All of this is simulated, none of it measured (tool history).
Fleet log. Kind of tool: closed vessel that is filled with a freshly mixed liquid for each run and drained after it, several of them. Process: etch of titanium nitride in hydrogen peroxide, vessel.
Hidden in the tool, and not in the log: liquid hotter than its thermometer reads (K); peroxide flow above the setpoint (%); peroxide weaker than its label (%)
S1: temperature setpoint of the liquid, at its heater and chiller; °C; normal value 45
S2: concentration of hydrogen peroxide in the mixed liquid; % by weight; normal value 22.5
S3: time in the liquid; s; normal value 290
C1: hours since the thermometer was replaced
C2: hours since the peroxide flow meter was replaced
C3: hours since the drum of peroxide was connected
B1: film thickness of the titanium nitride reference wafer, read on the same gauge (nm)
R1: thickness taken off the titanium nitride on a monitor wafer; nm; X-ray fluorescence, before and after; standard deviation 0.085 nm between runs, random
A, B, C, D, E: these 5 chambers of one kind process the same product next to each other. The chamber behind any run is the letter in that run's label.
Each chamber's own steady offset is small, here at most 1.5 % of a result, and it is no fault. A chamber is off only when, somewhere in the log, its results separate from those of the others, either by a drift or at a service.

run	day	S1	S2	S3	C1	C2	C3	B1	R1
1C	0.171	45	22.5	290	1356.4	819.5	667.0	59.997	9.6063
2B	0.333	45	22.5	290	1115.2	597.3	486.0	59.973	9.5478
3E	0.538	45	22.5	290	63.8	980.2	74.0	60.022	9.6513
4D	0.729	45	22.5	290	886.8	649.3	488.6	60.003	9.7147
5A	0.875	45	22.5	290	969.0	1750.1	622.7	59.997	9.6432
6B	1.088	45	22.5	290	1133.3	615.4	504.1	60.004	9.7019
7A	1.200	45	22.5	290	976.8	1757.9	630.5	59.989	9.8565
8D	1.404	45	22.5	290	903.0	665.5	504.8	60.032	9.5817
9C	1.596	45	22.5	290	1390.6	853.7	701.2	60.018	9.6136
10E	1.738	45	22.5	290	92.6	1009.0	102.8	60.013	9.7311
11D	1.950	45	22.5	290	916.1	678.6	517.9	60.021	9.8889
12C	2.125	45	22.5	290	1403.3	866.4	713.9	59.980	9.7328
13E	2.258	45	22.5	290	105.1	1021.5	115.3	60.005	9.8912
14A	2.433	45	26.0	290	1006.4	1787.5	660.1	60.003	10.1230
15B	2.575	45	26.0	290	1169.0	651.1	539.8	60.002	10.0370
16B	2.704	45	26.0	290	1172.1	654.2	542.9	59.992	9.9167
17E	2.912	45	26.0	290	120.8	1037.2	131.0	60.011	10.2380
18A	3.054	45	26.0	290	1021.3	1802.4	675.0	59.985	10.2370
19C	3.254	45	22.5	290	1430.4	893.5	741.0	59.992	9.5746
20D	3.400	45	22.5	290	950.9	713.4	552.7	59.995	9.5900
21E	3.579	45	22.5	290	136.8	1053.2	147.0	60.003	9.7783
22A	3.771	45	22.5	290	1038.5	1819.6	692.2	60.014	9.7693
23B	3.962	45	22.5	290	1202.3	684.4	573.1	60.001	9.6476
24D	4.062	45	28.5	290	966.8	729.3	568.6	59.989	10.3790
25C	4.192	45	28.5	290	1452.9	916.0	763.5	59.991	10.3090
26D	4.404	45	28.5	290	975.0	737.5	576.8	59.999	10.2420
27B	4.500	45	28.5	290	1215.2	697.3	586.0	59.977	10.1000
28A	4.625	45	28.5	290	1059.0	1840.1	712.7	60.006	10.2030
29C	4.729	45	22.5	290	1465.8	928.9	776.4	59.997	9.5927
30E	4.850	45	22.5	290	167.3	1083.7	177.5	59.995	9.9608
31C	4.942	45	22.5	290	1470.9	934.0	781.5	60.023	9.6458
32E	5.142	45	22.5	290	174.3	1090.7	184.5	60.005	9.6625
33B	5.325	45	22.5	290	1235.0	717.1	605.8	60.001	9.6344

Which is it: a chamber that has drifted or been left off by a service, a gauge drift common to all chambers, or only each chamber's usual small offset? If a chamber is off, name it and its likeliest cause.

Beyond each chamber's small constant offset nothing stands out, and the gauge stays steady.

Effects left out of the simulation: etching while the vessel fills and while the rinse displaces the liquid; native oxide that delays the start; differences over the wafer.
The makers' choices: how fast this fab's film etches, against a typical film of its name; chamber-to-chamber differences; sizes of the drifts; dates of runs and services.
